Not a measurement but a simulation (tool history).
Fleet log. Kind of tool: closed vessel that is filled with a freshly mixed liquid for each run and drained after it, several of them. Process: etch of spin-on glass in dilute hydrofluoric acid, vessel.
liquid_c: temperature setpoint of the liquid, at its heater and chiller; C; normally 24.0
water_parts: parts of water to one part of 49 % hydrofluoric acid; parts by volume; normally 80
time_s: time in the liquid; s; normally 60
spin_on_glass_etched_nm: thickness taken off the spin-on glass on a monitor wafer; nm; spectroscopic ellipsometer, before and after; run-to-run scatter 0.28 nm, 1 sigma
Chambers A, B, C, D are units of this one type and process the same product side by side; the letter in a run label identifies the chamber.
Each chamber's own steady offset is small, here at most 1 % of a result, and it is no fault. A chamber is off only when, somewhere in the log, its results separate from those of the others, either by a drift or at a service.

| run | hour | liquid_c | water_parts | time_s | read-back film thickness of the spin-on glass reference wafer, read on the same gauge (nm) | spin_on_glass_etched_nm |
|---|---|---|---|---|---|---|
| 1C | 4.6 | 24.0 | 80 | 60 | 79.994 | 35.600 |
| 2B | 9.1 | 24.0 | 80 | 60 | 80.008 | 35.477 |
| 3A | 13.3 | 24.0 | 80 | 60 | 80.001 | 35.165 |
| 4D | 16.1 | 24.0 | 80 | 60 | 80.010 | 35.302 |
| 5D | 19.2 | 21.0 | 80 | 60 | 80.000 | 31.652 |
| 6B | 22.9 | 21.0 | 80 | 60 | 80.006 | 31.246 |
| 7A | 27.5 | 21.0 | 80 | 60 | 80.034 | 31.336 |
| 8C | 31.5 | 21.0 | 80 | 60 | 80.021 | 31.295 |
| 9C | 34.1 | 28.5 | 55 | 60 | 80.013 | 63.718 |
| 10A | 39.0 | 28.5 | 55 | 60 | 79.981 | 63.569 |
| 11D | 42.8 | 28.5 | 55 | 60 | 79.977 | 63.716 |
| 12B | 48.5 | 28.5 | 55 | 60 | 80.022 | 63.869 |
| 13D | 53.4 | 24.0 | 80 | 60 | 80.015 | 35.392 |
| 14B | 58.1 | 24.0 | 80 | 60 | 79.985 | 35.423 |
| 15A | 60.7 | 24.0 | 80 | 60 | 79.997 | 35.525 |
| 16C | 63.3 | 24.0 | 80 | 60 | 79.968 | 35.038 |
| 17C | 67.6 | 24.0 | 80 | 60 | 80.011 | 35.139 |
| 18B | 70.7 | 24.0 | 80 | 60 | 80.006 | 35.881 |
| 19D | 73.8 | 24.0 | 80 | 60 | 79.981 | 35.741 |
| 20A | 76.4 | 24.0 | 80 | 60 | 79.977 | 34.832 |
| 21A | 79.3 | 24.0 | 80 | 60 | 80.025 | 34.839 |
| 22C | 83.5 | 24.0 | 80 | 60 | 80.010 | 35.424 |
| 23D | 87.1 | 24.0 | 80 | 60 | 80.030 | 35.488 |
| 24B | 90.5 | 24.0 | 80 | 60 | 79.997 | 35.224 |
| 25C | 96.3 | 24.0 | 80 | 60 | 79.978 | 34.973 |
| 26A | 99.9 | 24.0 | 80 | 60 | 80.016 | 34.226 |
| 27B | 103.5 | 24.0 | 80 | 60 | 80.003 | 35.001 |
| 28D | 107.3 | 24.0 | 80 | 60 | 80.002 | 35.399 |
| 29A | 111.6 | 24.0 | 80 | 60 | 79.989 | 34.412 |
| 30C | 116.2 | 24.0 | 80 | 60 | 79.992 | 35.342 |
| 31D | 121.3 | 24.0 | 80 | 60 | 80.014 | 35.608 |
| 32B | 125.1 | 24.0 | 80 | 60 | 80.025 | 35.127 |
| 33D | 129.1 | 24.0 | 80 | 60 | 79.996 | 35.183 |
| 34B | 133.7 | 24.0 | 80 | 60 | 80.007 | 35.721 |
| 35A | 138.5 | 24.0 | 80 | 60 | 79.995 | 33.621 |
| 36C | 143.2 | 24.0 | 80 | 60 | 79.999 | 35.642 |
| 37A | 145.8 | 24.0 | 80 | 60 | 80.002 | 33.648 |
| 38B | 149.6 | 24.0 | 80 | 60 | 80.006 | 35.149 |
| 39C | 153.6 | 24.0 | 80 | 60 | 79.989 | 35.555 |
| 40D | 156.3 | 24.0 | 80 | 60 | 80.015 | 35.292 |

Next, all 4 chambers run the settings below, one line each with question marks for the results. What does each chamber give?
| 41A | 160.5 | 24.0 | 80 | 60 |  | ? |
| 41B | 160.5 | 24.0 | 80 | 60 |  | ? |
| 41C | 160.5 | 24.0 | 80 | 60 |  | ? |
| 41D | 160.5 | 24.0 | 80 | 60 |  | ? |

| run | spin_on_glass_etched_nm |
|---|---|
| 41A | 33.182 |
| 41B | 35.555 |
| 41C | 35.415 |
| 41D | 35.430 |
